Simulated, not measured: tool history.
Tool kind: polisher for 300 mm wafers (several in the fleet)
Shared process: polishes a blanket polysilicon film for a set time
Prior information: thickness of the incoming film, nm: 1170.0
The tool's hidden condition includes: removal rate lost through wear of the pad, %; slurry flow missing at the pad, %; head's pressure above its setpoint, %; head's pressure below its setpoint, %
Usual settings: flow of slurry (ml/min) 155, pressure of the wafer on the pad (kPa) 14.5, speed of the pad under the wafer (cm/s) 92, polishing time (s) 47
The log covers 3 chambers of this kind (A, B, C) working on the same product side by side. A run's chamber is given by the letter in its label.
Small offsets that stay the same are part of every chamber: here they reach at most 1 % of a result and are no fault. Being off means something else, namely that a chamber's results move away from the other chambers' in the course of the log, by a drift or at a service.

run,day,flow of slurry (ml/min),pressure of the wafer on the pad (kPa),speed of the pad under the wafer (cm/s),polishing time (s),wafers polished on this pad,hours since the slurry nozzle was cleaned,hours since the head pressure was calibrated,film removed (angstrom)
# day 0.004: chamber A: slurry nozzle cleaned
1B,0.333,155,14.5,92,47,267,318.9,396.4,2204.3
# day 0.354: chamber A: worn pad replaced by a new one
2A,0.683,155,14.5,92,47,71,16.4,388.8,2233.6
3C,1.054,155,14.5,92,47,362,78.8,507.5,2201.5
4C,1.304,155,14.5,92,47,416,84.8,513.5,2191.2
# day 1.692: chamber B: worn pad replaced by a new one
5A,1.788,155,14.5,92,47,308,42.9,415.3,2228.3
6B,2.083,155,14.5,92,59,84,360.9,438.4,2804.2
7C,2.625,155,14.5,92,59,700,116.5,545.2,2768.2
8A,3.100,155,14.5,92,59,590,74.4,446.8,2830.8
9B,3.362,155,14.5,92,47,359,391.6,469.1,2205.4
# day 3.371: chamber B: head pressure recalibrated
10A,3.646,155,14.5,92,47,708,87.5,459.9,2207.4
# day 3.696: chamber A: worn pad replaced by a new one
11C,3.967,155,11.0,82,47,989,148.7,577.4,1494.5
# day 4.117: chamber C: worn pad replaced by a new one
12B,4.508,155,11.0,82,47,606,419.1,27.3,1510.9
# day 4.742: chamber B: worn pad replaced by a new one
13C,5.046,155,11.0,82,47,200,174.6,603.3,1517.7
# day 5.112: chamber C: head pressure recalibrated
14A,5.492,115,14.5,92,47,386,131.8,504.2,2094.8
15B,5.829,115,14.5,92,47,234,450.8,59.0,2090.3
16C,6.192,115,14.5,92,47,446,202.1,25.9,1928.2
17B,6.512,155,14.5,92,47,381,467.2,75.4,2219.0
18A,6.883,155,14.5,92,47,685,165.2,537.6,2223.7
19C,7.225,155,14.5,92,47,668,226.9,50.7,2031.9
20B,7.604,155,14.5,92,47,616,493.4,101.6,2210.6
# day 7.912: chamber A: worn pad replaced by a new one
# day 8.083: chamber C: worn pad replaced by a new one
21A,8.112,155,14.5,92,47,43,194.7,567.1,2216.3
22C,8.421,155,14.5,92,47,72,255.6,79.4,2045.2

All 3 chambers run these settings next. Forecast each chamber's results:
23A,8.817,155,14.5,92,47,,,,?
23B,8.817,155,14.5,92,47,,,,?
23C,8.817,155,14.5,92,47,,,,?

run,film removed (angstrom)
23A,2217.7
23B,2223.8
23C,2032.3
